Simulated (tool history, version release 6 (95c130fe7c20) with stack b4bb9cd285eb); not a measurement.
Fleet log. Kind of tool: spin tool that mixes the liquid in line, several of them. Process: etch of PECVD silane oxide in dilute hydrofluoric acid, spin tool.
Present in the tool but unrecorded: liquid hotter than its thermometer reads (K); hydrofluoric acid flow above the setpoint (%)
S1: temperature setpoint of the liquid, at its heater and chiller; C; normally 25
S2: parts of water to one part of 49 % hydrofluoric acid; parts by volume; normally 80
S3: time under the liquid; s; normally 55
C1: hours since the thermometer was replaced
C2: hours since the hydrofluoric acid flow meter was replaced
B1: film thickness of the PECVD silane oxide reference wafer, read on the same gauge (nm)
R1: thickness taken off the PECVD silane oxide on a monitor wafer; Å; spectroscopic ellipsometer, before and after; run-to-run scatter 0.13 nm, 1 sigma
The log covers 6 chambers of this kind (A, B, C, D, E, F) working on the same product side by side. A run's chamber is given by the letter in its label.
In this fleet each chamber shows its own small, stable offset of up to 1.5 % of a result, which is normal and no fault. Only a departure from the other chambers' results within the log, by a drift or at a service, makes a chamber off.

Run 1B, day 0.317: usual settings; C1 875.1; C2 469.5; B1 100.01. Result: R1 135.01 Å.
Run 2C, day 0.562: usual settings; C1 2716; C2 436.6; B1 99.996. Result: R1 137.93 Å.
Run 3A, day 0.746: usual settings; C1 1004; C2 645.5; B1 100.02. Result: R1 138.19 Å.
Run 4F, day 0.917: usual settings; C1 1803.4; C2 1410.3; B1 100.02. Result: R1 136.22 Å.
Run 5D, day 1.296: usual settings; C1 454.6; C2 833.5; B1 100.01. Result: R1 135.27 Å.
Run 6E, day 1.617: usual settings; C1 1642.7; C2 1637.1; B1 100. Result: R1 135.27 Å.
Run 7C, day 1.783: usual settings; C1 2745.3; C2 465.9; B1 99.979. Result: R1 137.42 Å.
Run 8F, day 1.967: usual settings but S1 27.5 C, S3 70 s; C1 1828.6; C2 1435.5; B1 99.99. Result: R1 195.23 Å.
Run 9A, day 2.25: usual settings but S1 27.5 C, S3 70 s; C1 1040.1; C2 681.6; B1 99.984. Result: R1 190.17 Å.
Run 10D, day 2.629: usual settings but S1 27.5 C, S3 70 s; C1 486.6; C2 865.5; B1 99.985. Result: R1 192.08 Å.
Run 11B, day 3.008: usual settings but S1 27.5 C, S3 70 s; C1 939.7; C2 534.1; B1 100. Result: R1 193.77 Å.
Run 12E, day 3.217: usual settings but S1 27.5 C, S3 70 s; C1 1681.1; C2 1675.5; B1 99.981. Result: R1 189.28 Å.
Run 13B, day 3.596: usual settings but S1 27.5 C, S3 70 s; C1 953.8; C2 548.2; B1 99.981. Result: R1 194.48 Å.
Run 14A, day 3.896: usual settings; C1 1079.6; C2 721.1; B1 99.99. Result: R1 137.02 Å.
Run 15E, day 4.092: usual settings; C1 1702.1; C2 1696.5; B1 99.982. Result: R1 136.02 Å.
Run 16C, day 4.408: usual settings but S2 95 parts by volume, S3 75 s; C1 2808.3; C2 528.9; B1 99.994. Result: R1 152.8 Å.
Run 17D, day 4.7: usual settings but S2 95 parts by volume, S3 75 s; C1 536.3; C2 915.2; B1 100. Result: R1 150.66 Å.
Run 18F, day 4.983: usual settings but S2 95 parts by volume, S3 75 s; C1 1901; C2 1507.9; B1 99.988. Result: R1 154.68 Å.
Run 19C, day 5.183: usual settings but S2 95 parts by volume, S3 75 s; C1 2826.9; C2 547.5; B1 100.02. Result: R1 154.82 Å.
Run 20A, day 5.367: usual settings but S2 95 parts by volume, S3 75 s; C1 1114.9; C2 756.4; B1 100.02. Result: R1 152.37 Å.
Run 21E, day 5.588: usual settings but S2 95 parts by volume, S3 75 s; C1 1738; C2 1732.4; B1 99.999. Result: R1 152.94 Å.
Run 22D, day 5.908: usual settings; C1 565.3; C2 944.2; B1 100.01. Result: R1 135.88 Å.
Run 23B, day 6.179: usual settings but S2 45 parts by volume; C1 1015.8; C2 610.2; B1 99.999. Result: R1 257.34 Å.
Run 24F, day 6.483: usual settings but S2 45 parts by volume; C1 1937; C2 1543.9; B1 100.01. Result: R1 257.04 Å.
Run 25E, day 6.712: usual settings but S2 45 parts by volume; C1 1765; C2 1759.4; B1 100. Result: R1 249.84 Å.
At day 6.729: chamber C: thermometer replaced.
Run 26C, day 6.95: usual settings but S2 45 parts by volume; C1 5.3; C2 589.9; B1 99.979. Result: R1 254.63 Å.
Run 27B, day 7.217: usual settings but S2 45 parts by volume; C1 1040.7; C2 635.1; B1 99.992. Result: R1 264.82 Å.
Run 28F, day 7.525: usual settings but S2 45 parts by volume; C1 1962; C2 1568.9; B1 99.981. Result: R1 256.84 Å.
Run 29D, day 7.825: usual settings; C1 611.3; C2 990.2; B1 100.01. Result: R1 136.14 Å.
Run 30A, day 8.121: usual settings; C1 1181; C2 822.5; B1 99.983. Result: R1 138.53 Å.
Run 31C, day 8.321: usual settings; C1 38.2; C2 622.8; B1 100. Result: R1 136.49 Å.
Run 32B, day 8.704: usual settings; C1 1076.4; C2 670.8; B1 99.985. Result: R1 146.14 Å.
Run 33F, day 9.079: usual settings; C1 1999.3; C2 1606.2; B1 99.983. Result: R1 136.65 Å.
At day 9.096: chamber C: hydrofluoric acid flow meter replaced.
Run 34A, day 9.346: usual settings; C1 1210.4; C2 851.9; B1 100.02. Result: R1 138.12 Å.
Run 35D, day 9.521: usual settings; C1 652; C2 1030.9; B1 100. Result: R1 136.07 Å.
Run 36E, day 9.754: usual settings; C1 1838; C2 1832.4; B1 99.995. Result: R1 135.91 Å.
Run 37C, day 10.138: usual settings; C1 81.8; C2 25.1; B1 100. Result: R1 136.36 Å.

All 6 chambers run these settings next. Forecast each chamber's results:
Run 38A, day 10.417: usual settings but S1 28 C. Result: R1 ?.
Run 38B, day 10.417: usual settings but S1 28 C. Result: R1 ?.
Run 38C, day 10.417: usual settings but S1 28 C. Result: R1 ?.
Run 38D, day 10.417: usual settings but S1 28 C. Result: R1 ?.
Run 38E, day 10.417: usual settings but S1 28 C. Result: R1 ?.
Run 38F, day 10.417: usual settings but S1 28 C. Result: R1 ?.

run      R1
38A  149.82
38B  170.03
38C  151.36
38D  151.43
38E  150.29
38F  152.13
